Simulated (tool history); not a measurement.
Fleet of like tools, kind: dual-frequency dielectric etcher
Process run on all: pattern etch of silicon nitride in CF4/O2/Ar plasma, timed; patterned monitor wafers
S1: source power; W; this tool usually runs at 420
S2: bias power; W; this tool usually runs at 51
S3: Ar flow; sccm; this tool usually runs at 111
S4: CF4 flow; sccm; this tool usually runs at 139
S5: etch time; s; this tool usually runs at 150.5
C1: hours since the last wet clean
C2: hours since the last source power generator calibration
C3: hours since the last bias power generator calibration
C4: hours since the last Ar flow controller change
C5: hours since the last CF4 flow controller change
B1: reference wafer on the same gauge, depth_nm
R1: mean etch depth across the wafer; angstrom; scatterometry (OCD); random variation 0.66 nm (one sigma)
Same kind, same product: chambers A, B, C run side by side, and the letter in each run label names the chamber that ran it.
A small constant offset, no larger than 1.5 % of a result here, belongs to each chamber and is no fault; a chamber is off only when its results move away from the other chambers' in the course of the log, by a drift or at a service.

run	hour	S1	S2	S3	S4	S5	C1	C2	C3	C4	C5	B1	R1
1A	9.7	420	51	111	139	150.5	308.5	2922.6	3109.2	1262.9	1633.6	246.09	2520.7
2B	15.9	420	51	111	139	150.5	385.4	1766.1	762.2	1421.9	312.2	246.02	2548.1
3C	23.1	420	51	111	139	150.5	208.8	3552.2	3323.7	3108.3	1547.1	246.02	2538
4A	34	420	51	111	139	150.5	332.8	2946.9	3133.5	1287.2	1657.9	246.04	2509
5B	43.4	420	51	111	139	150.5	412.9	1793.6	789.7	1449.4	339.7	246.18	2559.8
6C	54	420	51	111	139	150.5	239.7	3583.1	3354.6	3139.2	1578	245.93	2534.5
7C	61.6	450	51	111	139	186.5	247.3	3590.7	3362.2	3146.8	1585.6	245.86	3326.9
# hour 62.1: chamber A: source power generator calibrated
8A	72.3	450	51	111	139	186.5	371.1	10.2	3171.8	1325.5	1696.2	246.06	3200.2
9B	83.6	450	51	111	139	186.5	453.1	1833.8	829.9	1489.6	379.9	245.98	3353.2
10B	91.3	420	51	111	139	150.5	460.8	1841.5	837.6	1497.3	387.6	246.07	2546.4
11A	100.2	420	51	120	139	125	399	38.1	3199.7	1353.4	1724.1	245.84	2001.8
12C	109.8	420	51	120	139	125	295.5	3638.9	3410.4	3195	1633.8	246.2	2072.5
13C	118.9	420	51	120	139	125	304.6	3648	3419.5	3204.1	1642.9	245.9	2079.7
14A	127.2	380	60	111	139	150.5	426	65.1	3226.7	1380.4	1751.1	245.99	2372.2
15B	138.8	380	60	111	139	150.5	508.3	1889	885.1	1544.8	435.1	246.18	2480.4
16C	146.6	380	60	111	139	150.5	332.3	3675.7	3447.2	3231.8	1670.6	246.06	2461.3
17A	155.2	420	51	111	139	150.5	454	93.1	3254.7	1408.4	1779.1	246.03	2447.5
18B	160.4	420	51	111	139	150.5	529.9	1910.6	906.7	1566.4	456.7	245.92	2542.4
19C	166.9	420	51	111	139	150.5	352.6	3696	3467.5	3252.1	1690.9	245.97	2530
20B	177.2	420	51	111	139	150.5	546.7	1927.4	923.5	1583.2	473.5	246.05	2541.7
21A	188.8	420	55	89	139	150.5	487.6	126.7	3288.3	1442	1812.7	246	2562

Next, all 3 chambers run the settings below, one line each with question marks for the results. What does each chamber give?
22A	197	420	51	91	139	150.5							?
22B	197	420	51	91	139	150.5							?
22C	197	420	51	91	139	150.5							?

run	R1
22A	2488.7
22B	2608
22C	2580.7

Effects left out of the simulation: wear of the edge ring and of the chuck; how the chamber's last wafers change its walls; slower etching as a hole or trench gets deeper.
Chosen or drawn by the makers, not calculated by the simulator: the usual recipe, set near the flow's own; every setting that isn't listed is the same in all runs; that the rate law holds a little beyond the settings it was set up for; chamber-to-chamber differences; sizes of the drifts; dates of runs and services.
